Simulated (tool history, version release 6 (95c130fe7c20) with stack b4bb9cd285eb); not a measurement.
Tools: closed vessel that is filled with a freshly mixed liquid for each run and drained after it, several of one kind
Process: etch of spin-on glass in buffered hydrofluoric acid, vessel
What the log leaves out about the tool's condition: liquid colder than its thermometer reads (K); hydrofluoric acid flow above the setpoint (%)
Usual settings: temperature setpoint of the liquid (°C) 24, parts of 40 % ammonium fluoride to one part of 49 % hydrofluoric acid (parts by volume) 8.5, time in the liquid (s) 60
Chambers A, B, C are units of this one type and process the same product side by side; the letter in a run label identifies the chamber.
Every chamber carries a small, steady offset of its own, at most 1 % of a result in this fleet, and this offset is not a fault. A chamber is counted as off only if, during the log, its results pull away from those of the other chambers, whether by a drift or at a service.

run,hour,temperature setpoint of the liquid (°C),parts of 40 % ammonium fluoride to one part of 49 % hydrofluoric acid (parts by volume),time in the liquid (s),hours since the thermometer was replaced,hours since the hydrofluoric acid flow meter was replaced,"read-back film thickness of the spin-on glass reference wafer, read on the same gauge (nm)",thickness taken off the spin-on glass on a monitor wafer (angstrom)
1C,5.5,24,8.5,60,745.5,38.8,119.98,3116.9
2A,12.6,24,8.5,60,853.0,27.0,119.99,3115.2
3B,21.6,24,8.5,60,553.6,333.0,120.01,3078.2
4C,30.5,24,8.5,60,770.5,63.8,119.98,3118.9
5B,39.4,24,8.5,60,571.4,350.8,120.02,3074.9
6A,48.2,24,8.5,60,888.6,62.6,119.97,3138.1
7A,57.2,24,8.5,60,897.6,71.6,120.00,3115.8
8B,64.6,24,8.5,60,596.6,376.0,120.02,3045.2
9C,74.7,24,11.0,45,814.7,108.0,120.00,1872.2
10C,82.0,24,11.0,45,822.0,115.3,120.04,1879.7
11A,90.5,24,11.0,45,930.9,104.9,119.94,1894.0
12B,95.6,24,8.5,60,627.6,407.0,119.96,3023.2
13C,101.4,24,8.5,60,841.4,134.7,120.05,3111.8
14B,109.5,24,8.5,60,641.5,420.9,120.04,3004.9
15A,119.6,24,8.5,60,960.0,134.0,120.01,3102.1
16C,127.0,24,8.5,60,867.0,160.3,119.98,3120.0
17A,135.8,24,8.5,60,976.2,150.2,119.99,3100.3
18B,144.7,24,10.0,30,676.7,456.1,119.99,1295.0
19B,153.0,24,10.0,30,685.0,464.4,120.05,1305.1
20C,162.0,24,10.0,30,902.0,195.3,120.01,1357.4

Each of the 3 chambers runs these same settings next. Fill in every chamber's results:
21A,169.3,24,11.0,60,,,,?
21B,169.3,24,11.0,60,,,,?
21C,169.3,24,11.0,60,,,,?

run,thickness taken off the spin-on glass on a monitor wafer (angstrom)
21A,2499.4
21B,2362.5
21C,2488.0
